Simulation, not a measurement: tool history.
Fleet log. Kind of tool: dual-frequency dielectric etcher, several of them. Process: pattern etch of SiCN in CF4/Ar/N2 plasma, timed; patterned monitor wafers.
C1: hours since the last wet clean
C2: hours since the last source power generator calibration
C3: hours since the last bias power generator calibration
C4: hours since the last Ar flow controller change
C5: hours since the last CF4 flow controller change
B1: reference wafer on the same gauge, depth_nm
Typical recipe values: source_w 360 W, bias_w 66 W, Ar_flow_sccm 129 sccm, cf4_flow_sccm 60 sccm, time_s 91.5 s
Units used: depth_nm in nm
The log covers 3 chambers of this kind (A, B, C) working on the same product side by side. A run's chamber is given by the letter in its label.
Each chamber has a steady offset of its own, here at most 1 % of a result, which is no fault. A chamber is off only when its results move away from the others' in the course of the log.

{"run": "1C", "day": 0.325, "source_w": 360, "bias_w": 66, "Ar_flow_sccm": 129, "cf4_flow_sccm": 60, "time_s": 91.5, "C1": 378.8, "C2": 1132.6, "C3": 408.8, "C4": 863.7, "C5": 1687.9, "B1": 68.681, "depth_nm": 59.48}
{"run": "2B", "day": 0.475, "source_w": 360, "bias_w": 66, "Ar_flow_sccm": 129, "cf4_flow_sccm": 60, "time_s": 91.5, "C1": 64.1, "C2": 77.2, "C3": 1394.7, "C4": 1235.6, "C5": 2620.8, "B1": 68.703, "depth_nm": 59.438}
{"run": "3A", "day": 0.696, "source_w": 360, "bias_w": 66, "Ar_flow_sccm": 129, "cf4_flow_sccm": 60, "time_s": 91.5, "C1": 130.9, "C2": 4105.4, "C3": 963.6, "C4": 185.3, "C5": 612.1, "B1": 68.746, "depth_nm": 58.89}
{"run": "4A", "day": 0.917, "source_w": 360, "bias_w": 66, "Ar_flow_sccm": 129, "cf4_flow_sccm": 60, "time_s": 91.5, "C1": 136.2, "C2": 4110.7, "C3": 968.9, "C4": 190.6, "C5": 617.4, "B1": 68.767, "depth_nm": 58.47}
{"run": "5C", "day": 1.104, "source_w": 360, "bias_w": 66, "Ar_flow_sccm": 129, "cf4_flow_sccm": 60, "time_s": 91.5, "C1": 397.5, "C2": 1151.3, "C3": 427.5, "C4": 882.4, "C5": 1706.6, "B1": 68.655, "depth_nm": 59.378}
{"run": "6B", "day": 1.425, "source_w": 360, "bias_w": 66, "Ar_flow_sccm": 129, "cf4_flow_sccm": 60, "time_s": 91.5, "C1": 86.9, "C2": 100, "C3": 1417.5, "C4": 1258.4, "C5": 2643.6, "B1": 68.687, "depth_nm": 59.978}
{"run": "7A", "day": 1.717, "source_w": 360, "bias_w": 66, "Ar_flow_sccm": 129, "cf4_flow_sccm": 60, "time_s": 91.5, "C1": 155.4, "C2": 4129.9, "C3": 988.1, "C4": 209.8, "C5": 636.6, "B1": 68.639, "depth_nm": 59.046}
{"run": "8C", "day": 1.904, "source_w": 360, "bias_w": 66, "Ar_flow_sccm": 129, "cf4_flow_sccm": 60, "time_s": 91.5, "C1": 416.7, "C2": 1170.5, "C3": 446.7, "C4": 901.6, "C5": 1725.8, "B1": 68.706, "depth_nm": 58.877}
{"run": "9B", "day": 2.158, "source_w": 360, "bias_w": 66, "Ar_flow_sccm": 129, "cf4_flow_sccm": 60, "time_s": 91.5, "C1": 104.5, "C2": 117.6, "C3": 1435.1, "C4": 1276, "C5": 2661.2, "B1": 68.701, "depth_nm": 59.312}
{"run": "10B", "day": 2.421, "source_w": 360, "bias_w": 66, "Ar_flow_sccm": 129, "cf4_flow_sccm": 60, "time_s": 91.5, "C1": 110.8, "C2": 123.9, "C3": 1441.4, "C4": 1282.3, "C5": 2667.5, "B1": 68.652, "depth_nm": 59.206}
{"run": "11A", "day": 2.604, "source_w": 360, "bias_w": 66, "Ar_flow_sccm": 129, "cf4_flow_sccm": 60, "time_s": 91.5, "C1": 176.7, "C2": 4151.2, "C3": 1009.4, "C4": 231.1, "C5": 657.9, "B1": 68.624, "depth_nm": 58.784}
{"run": "12C", "day": 2.846, "source_w": 360, "bias_w": 66, "Ar_flow_sccm": 129, "cf4_flow_sccm": 60, "time_s": 91.5, "C1": 439.3, "C2": 1193.1, "C3": 469.3, "C4": 924.2, "C5": 1748.4, "B1": 68.714, "depth_nm": 59.708}
{"run": "13A", "day": 3.075, "source_w": 360, "bias_w": 66, "Ar_flow_sccm": 129, "cf4_flow_sccm": 60, "time_s": 76.5, "C1": 188, "C2": 4162.5, "C3": 1020.7, "C4": 242.4, "C5": 669.2, "B1": 68.725, "depth_nm": 49.059}
{"run": "14B", "day": 3.321, "source_w": 360, "bias_w": 66, "Ar_flow_sccm": 129, "cf4_flow_sccm": 60, "time_s": 76.5, "C1": 132.4, "C2": 145.5, "C3": 1463, "C4": 1303.9, "C5": 2689.1, "B1": 68.728, "depth_nm": 49.359}
{"run": "15C", "day": 3.542, "source_w": 360, "bias_w": 66, "Ar_flow_sccm": 129, "cf4_flow_sccm": 60, "time_s": 76.5, "C1": 456, "C2": 1209.8, "C3": 486, "C4": 940.9, "C5": 1765.1, "B1": 68.659, "depth_nm": 49.524}
{"run": "16A", "day": 3.862, "source_w": 360, "bias_w": 66, "Ar_flow_sccm": 129, "cf4_flow_sccm": 60, "time_s": 91.5, "C1": 206.9, "C2": 4181.4, "C3": 1039.6, "C4": 261.3, "C5": 688.1, "B1": 68.74, "depth_nm": 59.128}
{"run": "17C", "day": 4.012, "source_w": 360, "bias_w": 66, "Ar_flow_sccm": 129, "cf4_flow_sccm": 60, "time_s": 91.5, "C1": 467.3, "C2": 1221.1, "C3": 497.3, "C4": 952.2, "C5": 1776.4, "B1": 68.678, "depth_nm": 59.199}
{"run": "18B", "day": 4.333, "source_w": 360, "bias_w": 66, "Ar_flow_sccm": 129, "cf4_flow_sccm": 60, "time_s": 91.5, "C1": 156.7, "C2": 169.8, "C3": 1487.3, "C4": 1328.2, "C5": 2713.4, "B1": 68.602, "depth_nm": 59.423}
{"run": "19A", "day": 4.65, "source_w": 360, "bias_w": 78, "Ar_flow_sccm": 109, "cf4_flow_sccm": 60, "time_s": 91.5, "C1": 225.8, "C2": 4200.3, "C3": 1058.5, "C4": 280.2, "C5": 707, "B1": 68.763, "depth_nm": 64.389}
{"day": 4.667, "done": "chamber A: source power generator calibrated"}
{"run": "20C", "day": 4.854, "source_w": 360, "bias_w": 78, "Ar_flow_sccm": 109, "cf4_flow_sccm": 60, "time_s": 91.5, "C1": 487.5, "C2": 1241.3, "C3": 517.5, "C4": 972.4, "C5": 1796.6, "B1": 68.667, "depth_nm": 64.88}
{"run": "21B", "day": 5.146, "source_w": 360, "bias_w": 78, "Ar_flow_sccm": 109, "cf4_flow_sccm": 60, "time_s": 91.5, "C1": 176.2, "C2": 189.3, "C3": 1506.8, "C4": 1347.7, "C5": 2732.9, "B1": 68.732, "depth_nm": 64.57}
{"run": "22B", "day": 5.408, "source_w": 360, "bias_w": 66, "Ar_flow_sccm": 129, "cf4_flow_sccm": 60, "time_s": 91.5, "C1": 182.5, "C2": 195.6, "C3": 1513.1, "C4": 1354, "C5": 2739.2, "B1": 68.678, "depth_nm": 59.182}
{"run": "23C", "day": 5.667, "source_w": 360, "bias_w": 66, "Ar_flow_sccm": 115, "cf4_flow_sccm": 60, "time_s": 91.5, "C1": 507, "C2": 1260.8, "C3": 537, "C4": 991.9, "C5": 1816.1, "B1": 68.757, "depth_nm": 60.353}
{"run": "24A", "day": 5.95, "source_w": 360, "bias_w": 66, "Ar_flow_sccm": 115, "cf4_flow_sccm": 60, "time_s": 91.5, "C1": 257, "C2": 30.8, "C3": 1089.7, "C4": 311.4, "C5": 738.2, "B1": 68.687, "depth_nm": 61.33}
{"run": "25A", "day": 6.129, "source_w": 360, "bias_w": 66, "Ar_flow_sccm": 115, "cf4_flow_sccm": 60, "time_s": 91.5, "C1": 261.3, "C2": 35.1, "C3": 1094, "C4": 315.7, "C5": 742.5, "B1": 68.727, "depth_nm": 61.547}
{"run": "26C", "day": 6.379, "source_w": 360, "bias_w": 66, "Ar_flow_sccm": 129, "cf4_flow_sccm": 60, "time_s": 91.5, "C1": 524.1, "C2": 1277.9, "C3": 554.1, "C4": 1009, "C5": 1833.2, "B1": 68.744, "depth_nm": 58.994}
{"day": 6.508, "done": "chamber C: wet clean of the chamber"}
{"run": "27B", "day": 6.7, "source_w": 360, "bias_w": 66, "Ar_flow_sccm": 129, "cf4_flow_sccm": 60, "time_s": 91.5, "C1": 213.5, "C2": 226.6, "C3": 1544.1, "C4": 1385, "C5": 2770.2, "B1": 68.7, "depth_nm": 59.397}
{"run": "28C", "day": 6.988, "source_w": 360, "bias_w": 66, "Ar_flow_sccm": 129, "cf4_flow_sccm": 60, "time_s": 91.5, "C1": 11.6, "C2": 1292.5, "C3": 568.7, "C4": 1023.6, "C5": 1847.8, "B1": 68.712, "depth_nm": 59.386}
{"run": "29B", "day": 7.179, "source_w": 360, "bias_w": 66, "Ar_flow_sccm": 129, "cf4_flow_sccm": 60, "time_s": 91.5, "C1": 225, "C2": 238.1, "C3": 1555.6, "C4": 1396.5, "C5": 2781.7, "B1": 68.647, "depth_nm": 59.318}
{"run": "30A", "day": 7.446, "source_w": 360, "bias_w": 66, "Ar_flow_sccm": 129, "cf4_flow_sccm": 60, "time_s": 91.5, "C1": 292.9, "C2": 66.7, "C3": 1125.6, "C4": 347.3, "C5": 774.1, "B1": 68.742, "depth_nm": 60.313}

Predict what each chamber gives when all 3 of them run the settings below next.
{"run": "31A", "day": 7.683, "source_w": 360, "bias_w": 66, "Ar_flow_sccm": 129, "cf4_flow_sccm": 60, "time_s": 91.5, "depth_nm": "?"}
{"run": "31B", "day": 7.683, "source_w": 360, "bias_w": 66, "Ar_flow_sccm": 129, "cf4_flow_sccm": 60, "time_s": 91.5, "depth_nm": "?"}
{"run": "31C", "day": 7.683, "source_w": 360, "bias_w": 66, "Ar_flow_sccm": 129, "cf4_flow_sccm": 60, "time_s": 91.5, "depth_nm": "?"}

run=31A depth_nm=60.589
run=31B depth_nm=59.431
run=31C depth_nm=59.347
